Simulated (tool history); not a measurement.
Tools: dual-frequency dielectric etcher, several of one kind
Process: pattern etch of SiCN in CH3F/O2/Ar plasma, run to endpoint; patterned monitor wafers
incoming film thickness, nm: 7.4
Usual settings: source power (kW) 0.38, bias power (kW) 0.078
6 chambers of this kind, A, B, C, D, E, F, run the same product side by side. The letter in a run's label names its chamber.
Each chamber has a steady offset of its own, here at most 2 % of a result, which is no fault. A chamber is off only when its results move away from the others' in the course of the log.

run   hour  source power (kW)  bias power (kW)  hours since the last wet clean  hours since the last source power generator calibration  hours since the last bias power generator calibration  endpoint time (s)
 1A   10.5               0.38            0.078                           248.1                                                     14.6                                                  378.2             19.284
 2C   21.6               0.38            0.078                           372.6                                                    668.5                                                  861.6              19.59
 3F   35.6               0.38            0.078                           222.9                                                   1084.8                                                  288.7             19.547
 4E   49.6               0.38            0.078                           434.1                                                   1426.8                                                  757.8             19.847
 5B   64.4               0.38            0.078                           278.1                                                    691.2                                                  722.1             19.697
 6D   75.1               0.38            0.078                           350.3                                                   1166.3                                                 1300.1             19.849
 7C   86.4               0.38            0.078                           437.4                                                    733.3                                                  926.4             19.426
 8F  100.9               0.38            0.078                           288.2                                                   1150.1                                                    354             19.456
 9B  114.6               0.38            0.078                           328.3                                                    741.4                                                  772.3             19.633
10D  125.4               0.38            0.078                           400.6                                                   1216.6                                                 1350.4             19.692
11A  132.6               0.38            0.078                           370.2                                                    136.7                                                  500.3             19.168
12E  143.8               0.38            0.078                           528.3                                                     1521                                                    852             19.799
13A  154.3               0.38            0.078                           391.9                                                    158.4                                                    522             19.158
14B    166               0.38            0.094                           379.7                                                    792.8                                                  823.7             18.274
     171.1  -- chamber E: wet clean of the chamber
15F  177.3               0.38            0.094                           364.6                                                   1226.5                                                  430.4             18.294
16D  184.4               0.38            0.094                           459.6                                                   1275.6                                                 1409.4             18.406
17E    193               0.38            0.094                              22                                                   1570.2                                                  901.2             18.541
18C  204.9               0.38            0.094                           555.9                                                    851.8                                                 1044.9             18.237
19E  213.2               0.38            0.094                            42.2                                                   1590.4                                                  921.4             18.591
20C  228.3               0.32            0.078                           579.3                                                    875.2                                                 1068.3             20.756
21B    236               0.32            0.078                           449.7                                                    862.8                                                  893.7             20.812
22F  245.6               0.32            0.078                           432.9                                                   1294.8                                                  498.7             20.671
23D  256.3               0.32            0.078                           531.5                                                   1347.5                                                 1481.3             20.951
24A    267               0.32            0.078                           504.6                                                    271.1                                                  634.7             20.391
     276.2  -- chamber D: wet clean of the chamber
25A  280.6               0.32            0.078                           518.2                                                    284.7                                                  648.3             20.253
     281.4  -- chamber B: wet clean of the chamber
     282.9  -- chamber F: wet clean of the chamber
26D  292.1               0.31            0.078                            15.9                                                   1383.3                                                 1517.1             21.304
27B  301.2               0.31            0.078                            19.8                                                      928                                                  958.9             21.138
28C  310.1               0.31            0.078                           661.1                                                      957                                                 1150.1             21.004
29F  317.1               0.31            0.078                            34.2                                                   1366.3                                                  570.2             21.259
30E  329.5               0.31            0.078                           158.5                                                   1706.7                                                 1037.7             21.514
     342.1  -- chamber C: wet clean of the chamber
31A  344.2               0.31            0.078                           581.8                                                    348.3                                                  711.9             20.487
32C  355.1               0.38            0.078                            13.1                                                     1002                                                 1195.1             19.396
33F  364.3               0.38            0.078                            81.4                                                   1413.5                                                  617.4             19.534
34D  377.6               0.45            0.095                           101.4                                                   1468.8                                                 1602.6               17.2
35E  384.8               0.45            0.095                           213.8                                                     1762                                                   1093              17.29
36B  392.9               0.45            0.095                           111.5                                                   1019.7                                                 1050.6             17.105
37E  407.1               0.45            0.095                           236.1                                                   1784.3                                                 1115.3             17.257
38B  418.4               0.45            0.095                             137                                                   1045.2                                                 1076.1             17.063
39C  425.2               0.45            0.095                            83.2                                                   1072.1                                                 1265.2              16.97
40F  432.3               0.38            0.078                           149.4                                                   1481.5                                                  685.4             19.491
41A    447               0.38            0.078                           684.6                                                    451.1                                                  814.7             18.784

Next, every chamber runs the same settings. What will each give?
42A   458                0.3            0.078                                                                                                                                                                  ?
42B   458                0.3            0.078                                                                                                                                                                  ?
42C   458                0.3            0.078                                                                                                                                                                  ?
42D   458                0.3            0.078                                                                                                                                                                  ?
42E   458                0.3            0.078                                                                                                                                                                  ?
42F   458                0.3            0.078                                                                                                                                                                  ?

run  endpoint time (s)
42A             20.619
42B             21.351
42C             21.226
42D             21.475
42E              21.63
42F              21.57
